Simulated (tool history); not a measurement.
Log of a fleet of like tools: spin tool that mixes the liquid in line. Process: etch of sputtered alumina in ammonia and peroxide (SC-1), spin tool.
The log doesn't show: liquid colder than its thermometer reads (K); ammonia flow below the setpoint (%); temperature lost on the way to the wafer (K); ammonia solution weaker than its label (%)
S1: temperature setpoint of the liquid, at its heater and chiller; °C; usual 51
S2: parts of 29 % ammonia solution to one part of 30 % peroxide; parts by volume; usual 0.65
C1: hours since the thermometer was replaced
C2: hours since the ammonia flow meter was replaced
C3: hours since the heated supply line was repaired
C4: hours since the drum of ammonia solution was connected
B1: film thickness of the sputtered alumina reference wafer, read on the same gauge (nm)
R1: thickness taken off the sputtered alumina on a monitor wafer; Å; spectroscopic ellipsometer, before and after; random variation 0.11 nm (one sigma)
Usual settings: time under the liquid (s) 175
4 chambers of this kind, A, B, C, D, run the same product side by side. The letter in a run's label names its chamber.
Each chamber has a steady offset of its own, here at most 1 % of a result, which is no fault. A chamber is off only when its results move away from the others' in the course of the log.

{"run": "1A", "day": 0.196, "S1": 51, "S2": 0.65, "time under the liquid (s)": 175, "C1": 22.4, "C2": 22.8, "C3": 1161.4, "C4": 261.1, "B1": 109.99, "R1": 139.94}
{"run": "2B", "day": 0.433, "S1": 51, "S2": 0.65, "time under the liquid (s)": 175, "C1": 1810.3, "C2": 224.9, "C3": 1265.1, "C4": 248.1, "B1": 109.99, "R1": 140.98}
{"run": "3D", "day": 0.662, "S1": 51, "S2": 0.65, "time under the liquid (s)": 175, "C1": 329.9, "C2": 207.9, "C3": 251.8, "C4": 372.4, "B1": 109.99, "R1": 138.68}
{"run": "4C", "day": 0.858, "S1": 51, "S2": 0.65, "time under the liquid (s)": 175, "C1": 250.0, "C2": 1302.8, "C3": 31.5, "C4": 152.9, "B1": 110.01, "R1": 143.54}
{"run": "5D", "day": 1.142, "S1": 51, "S2": 0.65, "time under the liquid (s)": 175, "C1": 341.4, "C2": 219.4, "C3": 263.3, "C4": 383.9, "B1": 109.99, "R1": 140.91}
{"run": "6C", "day": 1.396, "S1": 51, "S2": 0.65, "time under the liquid (s)": 175, "C1": 262.9, "C2": 1315.7, "C3": 44.4, "C4": 165.8, "B1": 110.02, "R1": 142.08}
{"run": "7A", "day": 1.646, "S1": 51, "S2": 0.65, "time under the liquid (s)": 175, "C1": 57.2, "C2": 57.6, "C3": 1196.2, "C4": 295.9, "B1": 109.99, "R1": 140.94}
{"run": "8B", "day": 1.996, "S1": 51, "S2": 0.65, "time under the liquid (s)": 175, "C1": 1847.8, "C2": 262.4, "C3": 1302.6, "C4": 285.6, "B1": 109.98, "R1": 140.78}
{"run": "9B", "day": 2.208, "S1": 51, "S2": 0.4, "time under the liquid (s)": 120, "C1": 1852.9, "C2": 267.5, "C3": 1307.7, "C4": 290.7, "B1": 110.02, "R1": 92.468}
{"run": "10A", "day": 2.454, "S1": 51, "S2": 0.4, "time under the liquid (s)": 120, "C1": 76.6, "C2": 77.0, "C3": 1215.6, "C4": 315.3, "B1": 109.98, "R1": 91.917}
{"run": "11C", "day": 2.738, "S1": 51, "S2": 0.4, "time under the liquid (s)": 120, "C1": 295.1, "C2": 1347.9, "C3": 76.6, "C4": 198.0, "B1": 110.01, "R1": 92.387}
{"run": "12D", "day": 3.012, "S1": 51, "S2": 0.4, "time under the liquid (s)": 120, "C1": 386.3, "C2": 264.3, "C3": 308.2, "C4": 428.8, "B1": 110.01, "R1": 91.55}
{"run": "13C", "day": 3.217, "S1": 51, "S2": 0.65, "time under the liquid (s)": 175, "C1": 306.6, "C2": 1359.4, "C3": 88.1, "C4": 209.5, "B1": 109.99, "R1": 140.94}
{"run": "14B", "day": 3.525, "S1": 51, "S2": 0.65, "time under the liquid (s)": 175, "C1": 1884.5, "C2": 299.1, "C3": 1339.3, "C4": 322.3, "B1": 109.99, "R1": 143.06}
{"run": "15D", "day": 3.871, "S1": 51, "S2": 0.65, "time under the liquid (s)": 175, "C1": 406.9, "C2": 284.9, "C3": 328.8, "C4": 449.4, "B1": 109.99, "R1": 139.22}
{"run": "16A", "day": 4.062, "S1": 51, "S2": 0.65, "time under the liquid (s)": 175, "C1": 115.2, "C2": 115.6, "C3": 1254.2, "C4": 353.9, "B1": 110.03, "R1": 136.44}
{"run": "17B", "day": 4.254, "S1": 51, "S2": 0.65, "time under the liquid (s)": 175, "C1": 1902.0, "C2": 316.6, "C3": 1356.8, "C4": 339.8, "B1": 110.0, "R1": 141.31}
{"day": 4.362, "done": "chamber D: new drum of ammonia solution connected"}
{"run": "18A", "day": 4.433, "S1": 54, "S2": 0.65, "time under the liquid (s)": 175, "C1": 124.1, "C2": 124.5, "C3": 1263.1, "C4": 362.8, "B1": 110.01, "R1": 159.19}
{"run": "19D", "day": 4.812, "S1": 54, "S2": 0.65, "time under the liquid (s)": 175, "C1": 429.5, "C2": 307.5, "C3": 351.4, "C4": 10.8, "B1": 110.0, "R1": 164.07}
{"run": "20C", "day": 5.108, "S1": 54, "S2": 0.65, "time under the liquid (s)": 175, "C1": 352.0, "C2": 1404.8, "C3": 133.5, "C4": 254.9, "B1": 110.01, "R1": 167.1}
{"run": "21B", "day": 5.358, "S1": 54, "S2": 0.65, "time under the liquid (s)": 175, "C1": 1928.5, "C2": 343.1, "C3": 1383.3, "C4": 366.3, "B1": 110.0, "R1": 165.37}
{"day": 5.504, "done": "chamber B: new drum of ammonia solution connected"}
{"run": "22C", "day": 5.646, "S1": 51, "S2": 0.65, "time under the liquid (s)": 175, "C1": 364.9, "C2": 1417.7, "C3": 146.4, "C4": 267.8, "B1": 110.0, "R1": 140.47}
{"run": "23D", "day": 6.012, "S1": 51, "S2": 0.65, "time under the liquid (s)": 175, "C1": 458.3, "C2": 336.3, "C3": 380.2, "C4": 39.6, "B1": 109.98, "R1": 141.45}
{"day": 6.021, "done": "chamber C: new drum of ammonia solution connected"}
{"run": "24A", "day": 6.317, "S1": 51, "S2": 0.65, "time under the liquid (s)": 175, "C1": 169.3, "C2": 169.7, "C3": 1308.3, "C4": 408.0, "B1": 110.01, "R1": 130.18}
{"run": "25B", "day": 6.612, "S1": 51, "S2": 0.65, "time under the liquid (s)": 175, "C1": 1958.6, "C2": 373.2, "C3": 1413.4, "C4": 26.7, "B1": 110.01, "R1": 142.25}
{"run": "26D", "day": 6.788, "S1": 51, "S2": 0.65, "time under the liquid (s)": 175, "C1": 476.9, "C2": 354.9, "C3": 398.8, "C4": 58.2, "B1": 109.99, "R1": 140.08}
{"run": "27C", "day": 7.021, "S1": 51, "S2": 0.65, "time under the liquid (s)": 175, "C1": 397.9, "C2": 1450.7, "C3": 179.4, "C4": 24.1, "B1": 110.01, "R1": 141.77}

Is one chamber off against the others, does the gauge drift, or is nothing wrong? If a chamber is off, say which, and what the likeliest cause is.

Chamber A drifts away from the others.
Cause: temperature lost on the way to the wafer (K) = 1.44.
The log may not tell that from: liquid colder than its thermometer reads (K).

Here are 4 candidates for chamber A's next run, each the usual settings with a change, their results left as question marks. Which one brings its results back in line with what the others give on the usual settings?
In line means no further than this from the other chambers' mean on the usual settings: R1 3.800 Å
{"run": "28A-1", "day": 7.3, "S1": 50.5, "S2": 0.65, "time under the liquid (s)": 165, "R1": "?"}
{"run": "28A-2", "day": 7.3, "S1": 52.5, "S2": 0.65, "time under the liquid (s)": 175, "R1": "?"}
{"run": "28A-3", "day": 7.3, "S1": 51.5, "S2": 0.65, "time under the liquid (s)": 175, "R1": "?"}
{"run": "28A-4", "day": 7.3, "S1": 50.5, "S2": 0.65, "time under the liquid (s)": 175, "R1": "?"}

The other chambers' mean on the usual settings: R1 140.780 Å
run=28A-1 R1=119.670
run=28A-2 R1=141.900
run=28A-3 R1=134.270
run=28A-4 R1=126.920
28A-2 brings the chamber back in line.
